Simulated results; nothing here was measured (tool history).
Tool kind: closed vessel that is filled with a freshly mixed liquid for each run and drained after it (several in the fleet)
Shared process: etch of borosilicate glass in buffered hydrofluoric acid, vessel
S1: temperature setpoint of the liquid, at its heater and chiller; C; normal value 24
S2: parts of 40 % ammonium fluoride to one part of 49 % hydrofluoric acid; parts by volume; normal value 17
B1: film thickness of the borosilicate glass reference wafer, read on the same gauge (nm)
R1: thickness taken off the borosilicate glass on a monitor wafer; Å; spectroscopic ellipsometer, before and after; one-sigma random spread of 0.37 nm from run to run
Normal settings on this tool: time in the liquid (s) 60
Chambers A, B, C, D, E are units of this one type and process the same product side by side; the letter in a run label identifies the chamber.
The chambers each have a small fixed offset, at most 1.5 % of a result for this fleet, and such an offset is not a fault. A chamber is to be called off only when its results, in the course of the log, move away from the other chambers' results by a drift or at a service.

run 1E hour=14.1 | S1=24 S2=17 time_in_the_liquid_(s)=60 | B1=39.974 | R1=448.95
-- hour=24.6 chamber B: hydrofluoric acid flow meter replaced
run 2B hour=28.9 | S1=24 S2=17 time_in_the_liquid_(s)=60 | B1=39.997 | R1=443.17
run 3C hour=38.2 | S1=24 S2=17 time_in_the_liquid_(s)=60 | B1=40.021 | R1=441.3
run 4A hour=47.6 | S1=24 S2=17 time_in_the_liquid_(s)=60 | B1=39.992 | R1=441.61
run 5D hour=59.1 | S1=24 S2=17 time_in_the_liquid_(s)=60 | B1=40.012 | R1=443.3
-- hour=66.4 chamber C: thermometer replaced
run 6D hour=70.5 | S1=24 S2=17 time_in_the_liquid_(s)=60 | B1=39.975 | R1=437.09
run 7C hour=81.3 | S1=24 S2=17 time_in_the_liquid_(s)=60 | B1=40.003 | R1=438.7
run 8E hour=89.6 | S1=24 S2=17 time_in_the_liquid_(s)=60 | B1=40.004 | R1=448.24
run 9A hour=104.3 | S1=24 S2=17 time_in_the_liquid_(s)=60 | B1=39.953 | R1=448.82
run 10B hour=114.8 | S1=24 S2=17 time_in_the_liquid_(s)=60 | B1=40.034 | R1=439.98
run 11C hour=122.2 | S1=24 S2=17 time_in_the_liquid_(s)=60 | B1=40.013 | R1=451.43
run 12E hour=133.2 | S1=24 S2=17 time_in_the_liquid_(s)=60 | B1=40.009 | R1=448.61
run 13A hour=145.5 | S1=24 S2=17 time_in_the_liquid_(s)=60 | B1=40.01 | R1=448.32
run 14B hour=153.7 | S1=24 S2=17 time_in_the_liquid_(s)=60 | B1=40.014 | R1=433.83
run 15D hour=161.9 | S1=24 S2=17 time_in_the_liquid_(s)=60 | B1=39.985 | R1=451.19
-- hour=167.6 chamber D: thermometer replaced
run 16A hour=172.6 | S1=24 S2=17 time_in_the_liquid_(s)=60 | B1=40.013 | R1=442.74
run 17C hour=186.1 | S1=24 S2=12.5 time_in_the_liquid_(s)=60 | B1=40.002 | R1=601.8
run 18E hour=194.8 | S1=24 S2=12.5 time_in_the_liquid_(s)=60 | B1=39.987 | R1=616.02
run 19D hour=205.3 | S1=24 S2=12.5 time_in_the_liquid_(s)=60 | B1=39.999 | R1=592.56
run 20B hour=218.4 | S1=24 S2=12.5 time_in_the_liquid_(s)=60 | B1=40.002 | R1=602.7
run 21E hour=229.5 | S1=24 S2=12.5 time_in_the_liquid_(s)=60 | B1=39.989 | R1=602.67
run 22B hour=244.5 | S1=24 S2=17 time_in_the_liquid_(s)=60 | B1=39.984 | R1=441.89
run 23A hour=257.9 | S1=24 S2=17 time_in_the_liquid_(s)=60 | B1=39.982 | R1=445.82
run 24C hour=266.8 | S1=24 S2=17 time_in_the_liquid_(s)=60 | B1=39.985 | R1=440.55
run 25D hour=280 | S1=22 S2=17 time_in_the_liquid_(s)=85 | B1=39.984 | R1=589.22
run 26B hour=291.7 | S1=22 S2=17 time_in_the_liquid_(s)=85 | B1=39.992 | R1=557.99
run 27A hour=304.5 | S1=22 S2=17 time_in_the_liquid_(s)=85 | B1=39.992 | R1=572.21
run 28E hour=316.9 | S1=22 S2=17 time_in_the_liquid_(s)=85 | B1=39.985 | R1=573.58
run 29D hour=323.8 | S1=22 S2=17 time_in_the_liquid_(s)=85 | B1=40.027 | R1=588.82
run 30C hour=339.3 | S1=24 S2=17 time_in_the_liquid_(s)=60 | B1=40.002 | R1=455.34
run 31C hour=354.6 | S1=24 S2=17 time_in_the_liquid_(s)=60 | B1=39.986 | R1=450.22
run 32E hour=366.4 | S1=24 S2=17 time_in_the_liquid_(s)=60 | B1=39.984 | R1=441.54
run 33A hour=376.9 | S1=24 S2=17 time_in_the_liquid_(s)=60 | B1=39.954 | R1=444.21
run 34B hour=385.2 | S1=24 S2=17 time_in_the_liquid_(s)=60 | B1=40.036 | R1=442.13
run 35D hour=392.8 | S1=24 S2=17 time_in_the_liquid_(s)=60 | B1=39.981 | R1=473.49

Each of the 5 chambers runs these same settings next. Fill in every chamber's results:
run 36A hour=404.2 | S1=24 S2=17 time_in_the_liquid_(s)=60 | R1=?
run 36B hour=404.2 | S1=24 S2=17 time_in_the_liquid_(s)=60 | R1=?
run 36C hour=404.2 | S1=24 S2=17 time_in_the_liquid_(s)=60 | R1=?
run 36D hour=404.2 | S1=24 S2=17 time_in_the_liquid_(s)=60 | R1=?
run 36E hour=404.2 | S1=24 S2=17 time_in_the_liquid_(s)=60 | R1=?

run=36A R1=451.03
run=36B R1=447.47
run=36C R1=445.53
run=36D R1=485.95
run=36E R1=448.35

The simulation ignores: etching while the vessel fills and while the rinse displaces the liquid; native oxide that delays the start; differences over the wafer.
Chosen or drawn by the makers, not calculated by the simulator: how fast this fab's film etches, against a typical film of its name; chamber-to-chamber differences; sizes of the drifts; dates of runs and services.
